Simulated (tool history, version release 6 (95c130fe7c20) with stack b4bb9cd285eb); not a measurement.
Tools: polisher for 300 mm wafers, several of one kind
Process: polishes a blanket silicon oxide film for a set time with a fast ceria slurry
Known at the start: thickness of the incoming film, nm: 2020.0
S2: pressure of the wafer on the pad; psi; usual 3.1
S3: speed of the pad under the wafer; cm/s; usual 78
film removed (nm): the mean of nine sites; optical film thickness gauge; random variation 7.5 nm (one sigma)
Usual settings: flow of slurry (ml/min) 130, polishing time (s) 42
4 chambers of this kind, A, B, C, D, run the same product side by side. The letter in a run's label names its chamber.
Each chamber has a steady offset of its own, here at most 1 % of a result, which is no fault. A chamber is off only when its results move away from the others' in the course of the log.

Run 1D, hour 12.0: usual settings. Result: film removed (nm) 639.72.
Run 2C, hour 26.1: usual settings. Result: film removed (nm) 644.71.
At hour 28.0: chamber B: worn pad replaced by a new one.
At hour 35.4: chamber D: worn pad replaced by a new one.
Run 3B, hour 35.8: usual settings. Result: film removed (nm) 639.93.
At hour 40.3: chamber C: worn pad replaced by a new one.
Run 4A, hour 50.3: usual settings. Result: film removed (nm) 653.22.
Run 5A, hour 59.7: usual settings. Result: film removed (nm) 642.02.
At hour 71.8: chamber B: slurry nozzle cleaned.
Run 6D, hour 72.7: usual settings. Result: film removed (nm) 640.37.
At hour 74.3: chamber A: worn pad replaced by a new one.
At hour 78.4: chamber B: worn pad replaced by a new one.
Run 7B, hour 84.1: usual settings. Result: film removed (nm) 639.82.
At hour 84.8: chamber B: head pressure recalibrated.
At hour 92.1: chamber D: head pressure recalibrated.
Run 8C, hour 95.4: usual settings. Result: film removed (nm) 645.98.
At hour 105.5: chamber D: worn pad replaced by a new one.
Run 9C, hour 105.7: usual settings but polishing time (s) 29. Result: film removed (nm) 452.63.
At hour 112.7: chamber A: head pressure recalibrated.
Run 10A, hour 114.9: usual settings but polishing time (s) 29. Result: film removed (nm) 413.37.
At hour 126.9: chamber C: worn pad replaced by a new one.
Run 11D, hour 127.1: usual settings but polishing time (s) 29. Result: film removed (nm) 446.10.
At hour 132.9: chamber B: worn pad replaced by a new one.
Run 12B, hour 134.1: usual settings but polishing time (s) 29. Result: film removed (nm) 445.54.
Run 13A, hour 147.5: usual settings. Result: film removed (nm) 602.43.
At hour 150.5: chamber A: worn pad replaced by a new one.
Run 14C, hour 157.1: usual settings. Result: film removed (nm) 642.21.
Run 15B, hour 172.3: usual settings. Result: film removed (nm) 640.11.
At hour 174.8: chamber D: worn pad replaced by a new one.
Run 16D, hour 182.1: usual settings. Result: film removed (nm) 653.28.
At hour 185.8: chamber B: worn pad replaced by a new one.
Run 17B, hour 188.9: usual settings. Result: film removed (nm) 625.25.
Run 18C, hour 197.1: usual settings. Result: film removed (nm) 649.97.
At hour 206.0: chamber C: worn pad replaced by a new one.
Run 19D, hour 211.2: usual settings. Result: film removed (nm) 648.97.
Run 20A, hour 219.3: usual settings. Result: film removed (nm) 611.54.
At hour 229.5: chamber A: worn pad replaced by a new one.
Run 21A, hour 232.3: usual settings. Result: film removed (nm) 595.82.
At hour 233.7: chamber B: worn pad replaced by a new one.
Run 22B, hour 240.7: usual settings. Result: film removed (nm) 653.52.
At hour 244.4: chamber D: worn pad replaced by a new one.
Run 23C, hour 251.0: usual settings. Result: film removed (nm) 647.69.
Run 24D, hour 259.3: usual settings. Result: film removed (nm) 642.19.
Run 25A, hour 273.3: usual settings. Result: film removed (nm) 600.58.

Next, every chamber runs the same settings. What will each give?
Run 26A, hour 284.4: usual settings but polishing time (s) 54. Result: film removed (nm) ?.
Run 26B, hour 284.4: usual settings but polishing time (s) 54. Result: film removed (nm) ?.
Run 26C, hour 284.4: usual settings but polishing time (s) 54. Result: film removed (nm) ?.
Run 26D, hour 284.4: usual settings but polishing time (s) 54. Result: film removed (nm) ?.

run  film removed (nm)
26A             771.61
26B             803.46
26C             839.98
26D             810.10
